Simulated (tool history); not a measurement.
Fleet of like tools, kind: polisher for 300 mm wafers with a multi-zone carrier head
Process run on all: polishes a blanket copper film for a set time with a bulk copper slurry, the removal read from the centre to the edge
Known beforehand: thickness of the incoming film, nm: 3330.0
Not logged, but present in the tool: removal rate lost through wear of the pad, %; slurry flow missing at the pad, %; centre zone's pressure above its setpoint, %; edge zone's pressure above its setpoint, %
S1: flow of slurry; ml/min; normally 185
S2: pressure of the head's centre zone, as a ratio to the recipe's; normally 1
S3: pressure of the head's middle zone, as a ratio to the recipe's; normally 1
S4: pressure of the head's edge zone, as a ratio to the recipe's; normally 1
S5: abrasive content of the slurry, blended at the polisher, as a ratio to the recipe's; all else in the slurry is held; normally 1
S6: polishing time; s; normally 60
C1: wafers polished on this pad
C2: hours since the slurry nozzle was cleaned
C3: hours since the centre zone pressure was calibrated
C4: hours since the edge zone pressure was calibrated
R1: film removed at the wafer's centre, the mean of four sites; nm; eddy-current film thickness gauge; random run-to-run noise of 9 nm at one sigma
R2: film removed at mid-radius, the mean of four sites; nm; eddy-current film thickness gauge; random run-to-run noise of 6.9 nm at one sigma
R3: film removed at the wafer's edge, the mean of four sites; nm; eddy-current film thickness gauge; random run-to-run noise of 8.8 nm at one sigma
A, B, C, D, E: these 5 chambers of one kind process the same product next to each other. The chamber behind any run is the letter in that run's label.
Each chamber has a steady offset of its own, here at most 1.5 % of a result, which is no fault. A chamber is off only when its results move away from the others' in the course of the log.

Run 1B, hour 8.9: usual settings; C1 1076; C2 208; C3 313.1; C4 569.2. Result: R1 647.87 nm, R2 638.48 nm, R3 621.42 nm.
Run 2D, hour 14.2: usual settings; C1 263; C2 184.8; C3 1086.8; C4 528.9. Result: R1 651.34 nm, R2 632.5 nm, R3 649.62 nm.
At hour 14.4: chamber B: worn pad replaced by a new one.
At hour 22.9: chamber B: edge zone pressure recalibrated.
Run 3E, hour 24.7: usual settings; C1 450; C2 689.1; C3 339.4; C4 442.9. Result: R1 632.6 nm, R2 627.54 nm, R3 646.87 nm.
Run 4A, hour 29.7: usual settings; C1 668; C2 462.1; C3 579.2; C4 510.6. Result: R1 642.94 nm, R2 651.47 nm, R3 652.5 nm.
Run 5C, hour 38.3: usual settings; C1 544; C2 542.8; C3 902.7; C4 535.9. Result: R1 645.81 nm, R2 651.57 nm, R3 647.2 nm.
Run 6B, hour 47: usual settings; C1 422; C2 246.1; C3 351.2; C4 24.1. Result: R1 641.89 nm, R2 643.46 nm, R3 638.9 nm.
At hour 48.3: chamber D: worn pad replaced by a new one.
At hour 49.1: chamber A: worn pad replaced by a new one.
Run 7E, hour 52.3: usual settings; C1 808; C2 716.7; C3 367; C4 470.5. Result: R1 634.02 nm, R2 635.71 nm, R3 648.02 nm.
At hour 54.5: chamber C: worn pad replaced by a new one.
At hour 60.3: chamber C: edge zone pressure recalibrated.
At hour 61.4: chamber E: worn pad replaced by a new one.
At hour 62: chamber A: centre zone pressure recalibrated.
Run 8D, hour 62.8: usual settings; C1 188; C2 233.4; C3 1135.4; C4 577.5. Result: R1 654.87 nm, R2 632.73 nm, R3 658.2 nm.
Run 9C, hour 70: usual settings; C1 202; C2 574.5; C3 934.4; C4 9.7. Result: R1 632.06 nm, R2 637.02 nm, R3 631.67 nm.
Run 10A, hour 78.4: usual settings but S2 0.9, S4 0.94; C1 380; C2 510.8; C3 16.5; C4 559.3. Result: R1 582.85 nm, R2 662 nm, R3 603.97 nm.
At hour 81.5: chamber D: slurry nozzle cleaned.
Run 11C, hour 88.2: usual settings but S2 0.9, S4 0.94; C1 438; C2 592.7; C3 952.6; C4 27.9. Result: R1 578.77 nm, R2 652.13 nm, R3 638.93 nm.
Run 12D, hour 94.7: usual settings but S2 0.9, S4 0.94; C1 602; C2 13.3; C3 1167.3; C4 609.4. Result: R1 591.97 nm, R2 646.19 nm, R3 641.34 nm.
At hour 98.7: chamber D: worn pad replaced by a new one.
Run 13B, hour 100.4: usual settings but S2 0.9, S4 0.94; C1 1115; C2 299.5; C3 404.6; C4 77.5. Result: R1 581.34 nm, R2 646.3 nm, R3 614.51 nm.
At hour 104.9: chamber B: slurry nozzle cleaned.
At hour 106.2: chamber B: worn pad replaced by a new one.
At hour 106.5: chamber A: worn pad replaced by a new one.
Run 14A, hour 110.6: usual settings but S2 0.9, S4 0.94; C1 54; C2 543; C3 48.7; C4 591.5. Result: R1 576.38 nm, R2 649.67 nm, R3 629.99 nm.
At hour 115.1: chamber C: worn pad replaced by a new one.
Run 15E, hour 117.9: usual settings but S1 220 ml/min, S6 46 s; C1 733; C2 782.3; C3 432.6; C4 536.1. Result: R1 488.62 nm, R2 501.6 nm, R3 501.97 nm.
At hour 123: chamber E: slurry nozzle cleaned.
Run 16A, hour 128.7: usual settings but S1 220 ml/min, S6 46 s; C1 289; C2 561.1; C3 66.8; C4 609.6. Result: R1 502.31 nm, R2 510.9 nm, R3 499.38 nm.
Run 17E, hour 135.1: usual settings but S1 220 ml/min, S6 46 s; C1 956; C2 12.2; C3 449.8; C4 553.3. Result: R1 489.08 nm, R2 496.06 nm, R3 505.5 nm.
At hour 140.2: chamber E: worn pad replaced by a new one.
Run 18C, hour 145.2: usual settings but S1 220 ml/min, S6 46 s; C1 391; C2 649.7; C3 1009.6; C4 84.9. Result: R1 500.69 nm, R2 501 nm, R3 502.27 nm.
At hour 150.5: chamber D: worn pad replaced by a new one.
Run 19D, hour 154.3: usual settings but S1 220 ml/min, S6 46 s; C1 50; C2 72.9; C3 1226.9; C4 669. Result: R1 493.39 nm, R2 494.55 nm, R3 500.62 nm.
Run 20B, hour 163.8: usual settings; C1 747; C2 59; C3 468; C4 140.9. Result: R1 653.69 nm, R2 644.41 nm, R3 652.4 nm.
At hour 169.1: chamber D: edge zone pressure recalibrated.
Run 21D, hour 169.1: usual settings; C1 242; C2 87.7; C3 1241.7; C4 0. Result: R1 650.05 nm, R2 654.55 nm, R3 630.27 nm.
At hour 169.7: chamber C: centre zone pressure recalibrated.
At hour 172: chamber D: centre zone pressure recalibrated.
Run 22B, hour 175.6: usual settings; C1 900; C2 70.8; C3 479.8; C4 152.7. Result: R1 648.83 nm, R2 645.39 nm, R3 625.93 nm.
At hour 179.6: chamber A: worn pad replaced by a new one.
At hour 180.9: chamber B: worn pad replaced by a new one.
Run 23A, hour 183.2: usual settings; C1 46; C2 615.6; C3 121.3; C4 664.1. Result: R1 637.47 nm, R2 646.52 nm, R3 633.27 nm.
At hour 189.3: chamber C: worn pad replaced by a new one.
Run 24E, hour 191: usual settings; C1 659; C2 68.1; C3 505.7; C4 609.2. Result: R1 632.01 nm, R2 635.26 nm, R3 639.43 nm.
At hour 197.2: chamber B: centre zone pressure recalibrated.
Run 25C, hour 199.8: usual settings; C1 137; C2 704.3; C3 30.1; C4 139.5. Result: R1 639.9 nm, R2 642.5 nm, R3 630.3 nm.
At hour 207.3: chamber E: worn pad replaced by a new one.
Run 26D, hour 208.3: usual settings; C1 750; C2 126.9; C3 36.4; C4 39.2. Result: R1 634.54 nm, R2 635.39 nm, R3 650.95 nm.
At hour 210.6: chamber D: worn pad replaced by a new one.
Run 27C, hour 218.9: usual settings; C1 384; C2 723.4; C3 49.2; C4 158.6. Result: R1 647.19 nm, R2 649.84 nm, R3 654.55 nm.
Run 28A, hour 227.3: usual settings; C1 618; C2 659.7; C3 165.4; C4 708.2. Result: R1 635.55 nm, R2 652.07 nm, R3 645.72 nm.
Run 29E, hour 236.2: usual settings; C1 376; C2 113.3; C3 550.9; C4 654.4. Result: R1 628.86 nm, R2 643.98 nm, R3 637.43 nm.
Run 30B, hour 243.1: usual settings; C1 807; C2 138.3; C3 45.9; C4 220.2. Result: R1 644.47 nm, R2 646.76 nm, R3 635.54 nm.
Run 31B, hour 248.7: usual settings; C1 880; C2 143.9; C3 51.5; C4 225.8. Result: R1 646.25 nm, R2 652.62 nm, R3 641 nm.
At hour 251.3: chamber A: worn pad replaced by a new one.
Run 32A, hour 254.2: usual settings; C1 38; C2 686.6; C3 192.3; C4 735.1. Result: R1 648.92 nm, R2 647.34 nm, R3 647.74 nm.
At hour 256.3: chamber C: worn pad replaced by a new one.
Run 33D, hour 259.6: usual settings; C1 636; C2 178.2; C3 87.7; C4 90.5. Result: R1 658.8 nm, R2 639.79 nm, R3 632.68 nm.
Run 34C, hour 266.8: usual settings; C1 137; C2 771.3; C3 97.1; C4 206.5. Result: R1 663.25 nm, R2 647.76 nm, R3 644.16 nm.
At hour 269.2: chamber B: worn pad replaced by a new one.
At hour 276.7: chamber E: worn pad replaced by a new one.
At hour 277.4: chamber C: slurry nozzle cleaned.
Run 35E, hour 278.1: usual settings but S1 150 ml/min; C1 18; C2 155.2; C3 592.8; C4 696.3. Result: R1 606.05 nm, R2 615.94 nm, R3 630.85 nm.
Run 36B, hour 284: usual settings but S1 150 ml/min; C1 192; C2 179.2; C3 86.8; C4 261.1. Result: R1 602.84 nm, R2 620.17 nm, R3 624.87 nm.
Run 37C, hour 291.9: usual settings but S1 150 ml/min; C1 462; C2 14.5; C3 122.2; C4 231.6. Result: R1 614.2 nm, R2 624.43 nm, R3 626.4 nm.

Next, all 5 chambers run the settings below, one line each with question marks for the results. What does each chamber give?
Run 38A, hour 300: usual settings but S1 215 ml/min. Result: R1 ?, R2 ?, R3 ?.
Run 38B, hour 300: usual settings but S1 215 ml/min. Result: R1 ?, R2 ?, R3 ?.
Run 38C, hour 300: usual settings but S1 215 ml/min. Result: R1 ?, R2 ?, R3 ?.
Run 38D, hour 300: usual settings but S1 215 ml/min. Result: R1 ?, R2 ?, R3 ?.
Run 38E, hour 300: usual settings but S1 215 ml/min. Result: R1 ?, R2 ?, R3 ?.

run      R1      R2      R3
38A  668.95  651.59  649.26
38B  661.36  660.56  657.01
38C  662.58   648.9   644.8
38D  658.22  651.55  661.39
38E  641.22  647.53  668.98
